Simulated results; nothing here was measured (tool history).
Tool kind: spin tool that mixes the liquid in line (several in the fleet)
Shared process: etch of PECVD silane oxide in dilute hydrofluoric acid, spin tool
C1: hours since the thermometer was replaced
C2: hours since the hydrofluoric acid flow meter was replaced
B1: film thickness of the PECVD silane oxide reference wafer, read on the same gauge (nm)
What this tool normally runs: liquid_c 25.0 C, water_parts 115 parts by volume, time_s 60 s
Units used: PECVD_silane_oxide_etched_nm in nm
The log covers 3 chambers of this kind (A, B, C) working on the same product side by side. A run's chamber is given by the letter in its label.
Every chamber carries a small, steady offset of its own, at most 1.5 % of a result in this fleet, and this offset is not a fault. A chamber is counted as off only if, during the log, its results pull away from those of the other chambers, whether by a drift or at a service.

run 1C day=0.200 | liquid_c=25.0 water_parts=115 time_s=60 | C1=416.8 C2=1729.0 | B1=49.984 | PECVD_silane_oxide_etched_nm=10.7480
run 2A day=0.350 | liquid_c=25.0 water_parts=115 time_s=60 | C1=527.9 C2=276.6 | B1=50.015 | PECVD_silane_oxide_etched_nm=10.9790
run 3B day=0.558 | liquid_c=25.0 water_parts=115 time_s=60 | C1=350.7 C2=110.7 | B1=50.006 | PECVD_silane_oxide_etched_nm=11.0060
run 4B day=0.688 | liquid_c=25.0 water_parts=115 time_s=60 | C1=353.8 C2=113.8 | B1=49.977 | PECVD_silane_oxide_etched_nm=10.9880
run 5A day=0.817 | liquid_c=25.0 water_parts=115 time_s=60 | C1=539.1 C2=287.8 | B1=50.022 | PECVD_silane_oxide_etched_nm=10.9710
run 6C day=0.954 | liquid_c=25.0 water_parts=115 time_s=60 | C1=434.9 C2=1747.1 | B1=50.039 | PECVD_silane_oxide_etched_nm=10.6320
run 7B day=1.158 | liquid_c=25.0 water_parts=115 time_s=60 | C1=365.1 C2=125.1 | B1=49.977 | PECVD_silane_oxide_etched_nm=10.9560
run 8C day=1.333 | liquid_c=25.0 water_parts=115 time_s=60 | C1=444.0 C2=1756.2 | B1=50.002 | PECVD_silane_oxide_etched_nm=10.7840
run 9A day=1.533 | liquid_c=25.0 water_parts=115 time_s=60 | C1=556.3 C2=305.0 | B1=50.055 | PECVD_silane_oxide_etched_nm=10.9290
run 10B day=1.700 | liquid_c=25.0 water_parts=115 time_s=60 | C1=378.1 C2=138.1 | B1=49.987 | PECVD_silane_oxide_etched_nm=10.8360
run 11C day=1.829 | liquid_c=25.0 water_parts=115 time_s=60 | C1=455.9 C2=1768.1 | B1=49.998 | PECVD_silane_oxide_etched_nm=10.7460
run 12A day=1.979 | liquid_c=29.5 water_parts=140 time_s=60 | C1=567.0 C2=315.7 | B1=49.980 | PECVD_silane_oxide_etched_nm=10.2220
run 13A day=2.112 | liquid_c=29.5 water_parts=140 time_s=60 | C1=570.2 C2=318.9 | B1=50.005 | PECVD_silane_oxide_etched_nm=10.2530
run 14C day=2.317 | liquid_c=29.5 water_parts=140 time_s=60 | C1=467.6 C2=1779.8 | B1=49.986 | PECVD_silane_oxide_etched_nm=10.0700
run 15B day=2.417 | liquid_c=25.0 water_parts=115 time_s=60 | C1=395.3 C2=155.3 | B1=50.022 | PECVD_silane_oxide_etched_nm=10.9160
run 16A day=2.517 | liquid_c=25.0 water_parts=80 time_s=35 | C1=579.9 C2=328.6 | B1=49.987 | PECVD_silane_oxide_etched_nm=9.6016
run 17C day=2.717 | liquid_c=25.0 water_parts=80 time_s=35 | C1=477.2 C2=1789.4 | B1=49.983 | PECVD_silane_oxide_etched_nm=9.4329
run 18B day=2.829 | liquid_c=25.0 water_parts=80 time_s=35 | C1=405.2 C2=165.2 | B1=49.980 | PECVD_silane_oxide_etched_nm=9.5246
run 19B day=2.954 | liquid_c=25.0 water_parts=115 time_s=60 | C1=408.2 C2=168.2 | B1=49.976 | PECVD_silane_oxide_etched_nm=10.9570
run 20A day=3.104 | liquid_c=25.0 water_parts=115 time_s=60 | C1=594.0 C2=342.7 | B1=49.988 | PECVD_silane_oxide_etched_nm=10.9510
run 21C day=3.275 | liquid_c=25.0 water_parts=115 time_s=60 | C1=490.6 C2=1802.8 | B1=50.012 | PECVD_silane_oxide_etched_nm=10.7350
run 22B day=3.479 | liquid_c=25.0 water_parts=115 time_s=60 | C1=420.8 C2=180.8 | B1=49.988 | PECVD_silane_oxide_etched_nm=10.9200
run 23C day=3.638 | liquid_c=25.0 water_parts=115 time_s=60 | C1=499.3 C2=1811.5 | B1=50.011 | PECVD_silane_oxide_etched_nm=10.8090
run 24A day=3.758 | liquid_c=25.0 water_parts=115 time_s=60 | C1=609.7 C2=358.4 | B1=49.986 | PECVD_silane_oxide_etched_nm=10.9670
run 25A day=3.929 | liquid_c=25.0 water_parts=115 time_s=60 | C1=613.8 C2=362.5 | B1=49.992 | PECVD_silane_oxide_etched_nm=10.9240
run 26B day=4.096 | liquid_c=25.0 water_parts=115 time_s=60 | C1=435.6 C2=195.6 | B1=50.005 | PECVD_silane_oxide_etched_nm=10.9350
run 27C day=4.304 | liquid_c=25.0 water_parts=115 time_s=30 | C1=515.3 C2=1827.5 | B1=50.017 | PECVD_silane_oxide_etched_nm=5.4043
run 28A day=4.450 | liquid_c=25.0 water_parts=115 time_s=30 | C1=626.3 C2=375.0 | B1=49.966 | PECVD_silane_oxide_etched_nm=5.4643
run 29B day=4.571 | liquid_c=25.0 water_parts=115 time_s=30 | C1=447.0 C2=207.0 | B1=50.011 | PECVD_silane_oxide_etched_nm=5.4628
run 30C day=4.692 | liquid_c=25.0 water_parts=115 time_s=60 | C1=524.6 C2=1836.8 | B1=50.020 | PECVD_silane_oxide_etched_nm=10.5940
run 31A day=4.879 | liquid_c=25.0 water_parts=115 time_s=60 | C1=636.6 C2=385.3 | B1=50.024 | PECVD_silane_oxide_etched_nm=10.9150
run 32C day=4.988 | liquid_c=25.0 water_parts=85 time_s=60 | C1=531.7 C2=1843.9 | B1=50.003 | PECVD_silane_oxide_etched_nm=15.0850
run 33B day=5.112 | liquid_c=25.0 water_parts=85 time_s=60 | C1=460.0 C2=220.0 | B1=49.983 | PECVD_silane_oxide_etched_nm=15.1650
run 34A day=5.296 | liquid_c=25.0 water_parts=85 time_s=60 | C1=646.6 C2=395.3 | B1=50.002 | PECVD_silane_oxide_etched_nm=15.4960
run 35B day=5.404 | liquid_c=25.0 water_parts=115 time_s=60 | C1=467.0 C2=227.0 | B1=49.965 | PECVD_silane_oxide_etched_nm=10.8850
run 36C day=5.533 | liquid_c=25.0 water_parts=115 time_s=60 | C1=544.8 C2=1857.0 | B1=49.974 | PECVD_silane_oxide_etched_nm=10.7400
run 37B day=5.654 | liquid_c=25.0 water_parts=115 time_s=60 | C1=473.0 C2=233.0 | B1=49.991 | PECVD_silane_oxide_etched_nm=10.9480
run 38C day=5.792 | liquid_c=25.0 water_parts=115 time_s=60 | C1=551.0 C2=1863.2 | B1=50.022 | PECVD_silane_oxide_etched_nm=10.7470

What goes on in this fleet: one chamber off, a drifting gauge, or nothing beyond the chambers' own small offsets? Name the chamber and the cause, if any.

Neither any chamber nor the gauge drifts; the chambers differ only by their own small, steady offsets.

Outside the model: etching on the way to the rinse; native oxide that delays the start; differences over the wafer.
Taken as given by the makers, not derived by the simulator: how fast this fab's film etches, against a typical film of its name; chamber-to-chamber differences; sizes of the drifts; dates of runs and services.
